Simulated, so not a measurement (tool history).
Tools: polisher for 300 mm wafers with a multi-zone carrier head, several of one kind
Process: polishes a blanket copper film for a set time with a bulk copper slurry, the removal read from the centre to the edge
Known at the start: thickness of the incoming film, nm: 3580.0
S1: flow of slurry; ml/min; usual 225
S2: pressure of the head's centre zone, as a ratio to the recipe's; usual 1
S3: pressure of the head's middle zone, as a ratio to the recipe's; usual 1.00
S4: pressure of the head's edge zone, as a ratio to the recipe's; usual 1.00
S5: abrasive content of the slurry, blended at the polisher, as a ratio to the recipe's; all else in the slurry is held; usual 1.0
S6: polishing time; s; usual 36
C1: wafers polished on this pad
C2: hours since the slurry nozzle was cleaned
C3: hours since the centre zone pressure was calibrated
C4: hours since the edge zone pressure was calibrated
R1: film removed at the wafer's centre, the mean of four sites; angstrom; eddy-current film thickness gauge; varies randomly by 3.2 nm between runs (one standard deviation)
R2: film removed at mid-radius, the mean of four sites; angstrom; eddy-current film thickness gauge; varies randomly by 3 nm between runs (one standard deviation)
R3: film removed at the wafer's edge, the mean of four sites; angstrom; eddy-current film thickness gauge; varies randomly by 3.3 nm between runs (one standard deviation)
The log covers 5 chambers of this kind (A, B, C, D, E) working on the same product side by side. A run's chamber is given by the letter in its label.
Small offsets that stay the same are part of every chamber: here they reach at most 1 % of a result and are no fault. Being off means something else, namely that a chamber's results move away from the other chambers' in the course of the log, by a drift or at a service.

-- hour=2.5 chamber C: worn pad replaced by a new one
run 1D hour=10.3 | S1=225 S2=1 S3=1.00 S4=1.00 S5=1.0 S6=36 | C1=500 C2=276.6 C3=1110.8 C4=157.2 | R1=3831.8 R2=3938.8 R3=3788.8
-- hour=18.6 chamber A: slurry nozzle cleaned
run 2E hour=22.1 | S1=225 S2=1 S3=1.00 S4=1.00 S5=1.0 S6=36 | C1=484 C2=428.9 C3=490.8 C4=333.3 | R1=3847.4 R2=3784.0 R3=3858.4
run 3B hour=31.5 | S1=225 S2=1 S3=1.00 S4=1.00 S5=1.0 S6=36 | C1=429 C2=176.2 C3=286.2 C4=837.9 | R1=3757.3 R2=3920.1 R3=3831.6
run 4C hour=38.4 | S1=225 S2=1 S3=1.00 S4=1.00 S5=1.0 S6=36 | C1=456 C2=118.1 C3=1009.3 C4=275.4 | R1=3866.6 R2=3863.5 R3=3838.5
run 5A hour=49.2 | S1=225 S2=1 S3=1.00 S4=1.00 S5=1.0 S6=36 | C1=763 C2=30.7 C3=309.7 C4=487.3 | R1=3850.5 R2=3881.5 R3=3891.7
-- hour=54.6 chamber E: worn pad replaced by a new one
run 6A hour=55.5 | S1=225 S2=1 S3=1.08 S4=0.91 S5=1.0 S6=36 | C1=843 C2=37.0 C3=316.0 C4=493.6 | R1=3909.1 R2=4073.8 R3=3709.5
-- hour=57.1 chamber E: slurry nozzle cleaned
-- hour=58.3 chamber C: centre zone pressure recalibrated
-- hour=60.0 chamber C: worn pad replaced by a new one
-- hour=60.8 chamber D: worn pad replaced by a new one
run 7B hour=61.3 | S1=225 S2=1 S3=1.08 S4=0.91 S5=1.0 S6=36 | C1=807 C2=206.0 C3=316.0 C4=867.7 | R1=3854.4 R2=4099.2 R3=3565.8
-- hour=64.0 chamber B: worn pad replaced by a new one
run 8D hour=71.7 | S1=225 S2=1 S3=1.08 S4=0.91 S5=1.0 S6=36 | C1=139 C2=338.0 C3=1172.2 C4=218.6 | R1=3824.9 R2=4185.2 R3=3743.8
run 9C hour=82.1 | S1=225 S2=1 S3=1.08 S4=0.91 S5=1.0 S6=36 | C1=280 C2=161.8 C3=23.9 C4=319.1 | R1=3840.1 R2=4164.4 R3=3609.6
run 10E hour=88.0 | S1=225 S2=1 S3=1.08 S4=0.91 S5=1.0 S6=36 | C1=423 C2=31.0 C3=556.7 C4=399.2 | R1=3843.4 R2=4093.2 R3=3624.6
run 11B hour=98.0 | S1=225 S2=1 S3=1.00 S4=1.00 S5=1.0 S6=36 | C1=431 C2=242.7 C3=352.7 C4=904.4 | R1=3834.9 R2=3856.5 R3=3786.2
-- hour=102.6 chamber A: worn pad replaced by a new one
run 12E hour=106.0 | S1=225 S2=1 S3=1.00 S4=1.00 S5=1.0 S6=36 | C1=652 C2=49.0 C3=574.7 C4=417.2 | R1=3827.1 R2=3839.7 R3=3849.8
run 13A hour=113.2 | S1=225 S2=1 S3=1.00 S4=1.00 S5=1.0 S6=36 | C1=134 C2=94.7 C3=373.7 C4=551.3 | R1=3813.1 R2=3872.5 R3=3913.5
-- hour=119.6 chamber C: worn pad replaced by a new one
run 14D hour=123.0 | S1=225 S2=1 S3=1.00 S4=1.00 S5=1.0 S6=36 | C1=789 C2=389.3 C3=1223.5 C4=269.9 | R1=3817.3 R2=3858.6 R3=3858.8
-- hour=124.2 chamber E: worn pad replaced by a new one
-- hour=125.3 chamber B: worn pad replaced by a new one
-- hour=130.8 chamber D: worn pad replaced by a new one
run 15C hour=134.4 | S1=225 S2=1 S3=1.00 S4=1.00 S5=1.0 S6=36 | C1=187 C2=214.1 C3=76.2 C4=371.4 | R1=3780.1 R2=3900.2 R3=3787.2
run 16A hour=143.6 | S1=225 S2=1 S3=1.00 S4=1.00 S5=1.0 S6=36 | C1=520 C2=125.1 C3=404.1 C4=581.7 | R1=3824.3 R2=3821.7 R3=3875.7
-- hour=150.2 chamber D: slurry nozzle cleaned
run 17E hour=154.6 | S1=225 S2=1 S3=1.00 S4=1.00 S5=1.0 S6=36 | C1=385 C2=97.6 C3=623.3 C4=465.8 | R1=3836.8 R2=3827.3 R3=3846.7
run 18D hour=164.4 | S1=225 S2=1 S3=1.00 S4=1.00 S5=1.0 S6=36 | C1=427 C2=14.2 C3=1264.9 C4=311.3 | R1=3790.9 R2=3881.3 R3=3924.5
run 19C hour=170.1 | S1=225 S2=1 S3=1.00 S4=1.00 S5=1.0 S6=36 | C1=640 C2=249.8 C3=111.9 C4=407.1 | R1=3870.5 R2=3854.7 R3=3842.0
run 20B hour=177.6 | S1=225 S2=1 S3=1.00 S4=1.00 S5=1.0 S6=36 | C1=664 C2=322.3 C3=432.3 C4=984.0 | R1=3872.6 R2=3898.3 R3=3783.7
run 21D hour=185.7 | S1=225 S2=1 S3=1.00 S4=1.00 S5=1.0 S6=36 | C1=697 C2=35.5 C3=1286.2 C4=332.6 | R1=3808.1 R2=3869.9 R3=3853.7
-- hour=186.0 chamber B: edge zone pressure recalibrated
-- hour=187.3 chamber C: worn pad replaced by a new one
-- hour=194.7 chamber E: worn pad replaced by a new one
-- hour=197.0 chamber B: worn pad replaced by a new one
run 22A hour=197.6 | S1=225 S2=1 S3=1.00 S4=1.00 S5=0.8 S6=36 | C1=1205 C2=179.1 C3=458.1 C4=635.7 | R1=3699.2 R2=3631.1 R3=3709.5
-- hour=199.3 chamber D: edge zone pressure recalibrated
run 23E hour=202.9 | S1=225 S2=1 S3=1.00 S4=1.00 S5=0.8 S6=36 | C1=105 C2=145.9 C3=671.6 C4=514.1 | R1=3593.0 R2=3634.3 R3=3652.5
run 24B hour=212.6 | S1=225 S2=1 S3=1.00 S4=1.00 S5=0.8 S6=36 | C1=198 C2=357.3 C3=467.3 C4=26.6 | R1=3626.7 R2=3716.0 R3=3627.5
-- hour=214.3 chamber D: centre zone pressure recalibrated
-- hour=217.3 chamber D: worn pad replaced by a new one
run 25C hour=219.7 | S1=225 S2=1 S3=1.00 S4=1.00 S5=0.8 S6=36 | C1=411 C2=299.4 C3=161.5 C4=456.7 | R1=3608.1 R2=3625.1 R3=3648.1
-- hour=226.3 chamber A: worn pad replaced by a new one
run 26D hour=231.4 | S1=225 S2=1 S3=1.00 S4=1.00 S5=0.8 S6=36 | C1=179 C2=81.2 C3=17.2 C4=32.2 | R1=3642.3 R2=3705.3 R3=3715.5
run 27C hour=236.8 | S1=225 S2=1 S3=1.00 S4=1.00 S5=1.0 S6=36 | C1=628 C2=316.5 C3=178.6 C4=473.8 | R1=3845.5 R2=3837.8 R3=3835.1
run 28E hour=246.8 | S1=225 S2=1 S3=1.00 S4=1.05 S5=1.0 S6=25 | C1=662 C2=189.8 C3=715.5 C4=558.0 | R1=2640.1 R2=2636.2 R3=2743.3
-- hour=247.1 chamber C: worn pad replaced by a new one
-- hour=256.0 chamber E: worn pad replaced by a new one
run 29B hour=256.3 | S1=225 S2=1 S3=1.00 S4=1.05 S5=1.0 S6=25 | C1=753 C2=401.0 C3=511.0 C4=70.3 | R1=2663.5 R2=2686.3 R3=2686.7
-- hour=258.7 chamber B: worn pad replaced by a new one
run 30A hour=261.5 | S1=225 S2=1 S3=1.00 S4=1.05 S5=1.0 S6=25 | C1=446 C2=243.0 C3=522.0 C4=699.6 | R1=2683.6 R2=2684.7 R3=2766.0
run 31E hour=270.2 | S1=225 S2=1 S3=1.00 S4=1.05 S5=1.0 S6=25 | C1=180 C2=213.2 C3=738.9 C4=581.4 | R1=2685.4 R2=2640.4 R3=2764.2
run 32A hour=276.5 | S1=225 S2=1 S3=1.00 S4=1.05 S5=1.0 S6=25 | C1=636 C2=258.0 C3=537.0 C4=714.6 | R1=2685.1 R2=2684.7 R3=2767.9
run 33B hour=284.2 | S1=225 S2=1 S3=1.00 S4=1.00 S5=1.0 S6=36 | C1=323 C2=428.9 C3=538.9 C4=98.2 | R1=3753.4 R2=3868.8 R3=3786.7
-- hour=285.8 chamber D: worn pad replaced by a new one
run 34C hour=289.7 | S1=225 S2=1 S3=1.00 S4=1.00 S5=1.0 S6=36 | C1=540 C2=369.4 C3=231.5 C4=526.7 | R1=3773.8 R2=3926.8 R3=3790.4
run 35D hour=301.4 | S1=225 S2=1 S3=1.00 S4=1.00 S5=1.0 S6=36 | C1=198 C2=151.2 C3=87.2 C4=102.2 | R1=3797.5 R2=3861.4 R3=3873.5
-- hour=312.0 chamber A: slurry nozzle cleaned
run 36B hour=312.2 | S1=225 S2=1 S3=1.00 S4=1.00 S5=1.0 S6=36 | C1=678 C2=456.9 C3=566.9 C4=126.2 | R1=3826.7 R2=3843.1 R3=3835.0
run 37D hour=319.8 | S1=225 S2=1 S3=1.00 S4=1.00 S5=1.0 S6=36 | C1=431 C2=169.6 C3=105.6 C4=120.6 | R1=3835.0 R2=3873.9 R3=3860.9
-- hour=320.2 chamber C: worn pad replaced by a new one
run 38A hour=328.8 | S1=225 S2=1 S3=1.00 S4=1.00 S5=1.0 S6=36 | C1=1300 C2=16.9 C3=589.3 C4=766.9 | R1=3872.7 R2=3799.2 R3=3848.1
run 39C hour=334.7 | S1=225 S2=1 S3=1.00 S4=1.00 S5=1.0 S6=36 | C1=183 C2=414.4 C3=276.5 C4=571.7 | R1=3847.4 R2=3872.6 R3=3766.1

The same settings go to every chamber for the next run, one line per chamber below. Forecast the results for each:
run 40A hour=343.4 | S1=225 S2=1 S3=0.95 S4=1.00 S5=1.0 S6=36 | R1=? R2=? R3=?
run 40B hour=343.4 | S1=225 S2=1 S3=0.95 S4=1.00 S5=1.0 S6=36 | R1=? R2=? R3=?
run 40C hour=343.4 | S1=225 S2=1 S3=0.95 S4=1.00 S5=1.0 S6=36 | R1=? R2=? R3=?
run 40D hour=343.4 | S1=225 S2=1 S3=0.95 S4=1.00 S5=1.0 S6=36 | R1=? R2=? R3=?
run 40E hour=343.4 | S1=225 S2=1 S3=0.95 S4=1.00 S5=1.0 S6=36 | R1=? R2=? R3=?

run=40A R1=3857.4 R2=3617.2 R3=3915.7
run=40B R1=3780.1 R2=3665.8 R3=3807.2
run=40C R1=3851.1 R2=3691.6 R3=3801.0
run=40D R1=3840.1 R2=3693.6 R3=3889.7
run=40E R1=3845.6 R2=3644.4 R3=3801.4

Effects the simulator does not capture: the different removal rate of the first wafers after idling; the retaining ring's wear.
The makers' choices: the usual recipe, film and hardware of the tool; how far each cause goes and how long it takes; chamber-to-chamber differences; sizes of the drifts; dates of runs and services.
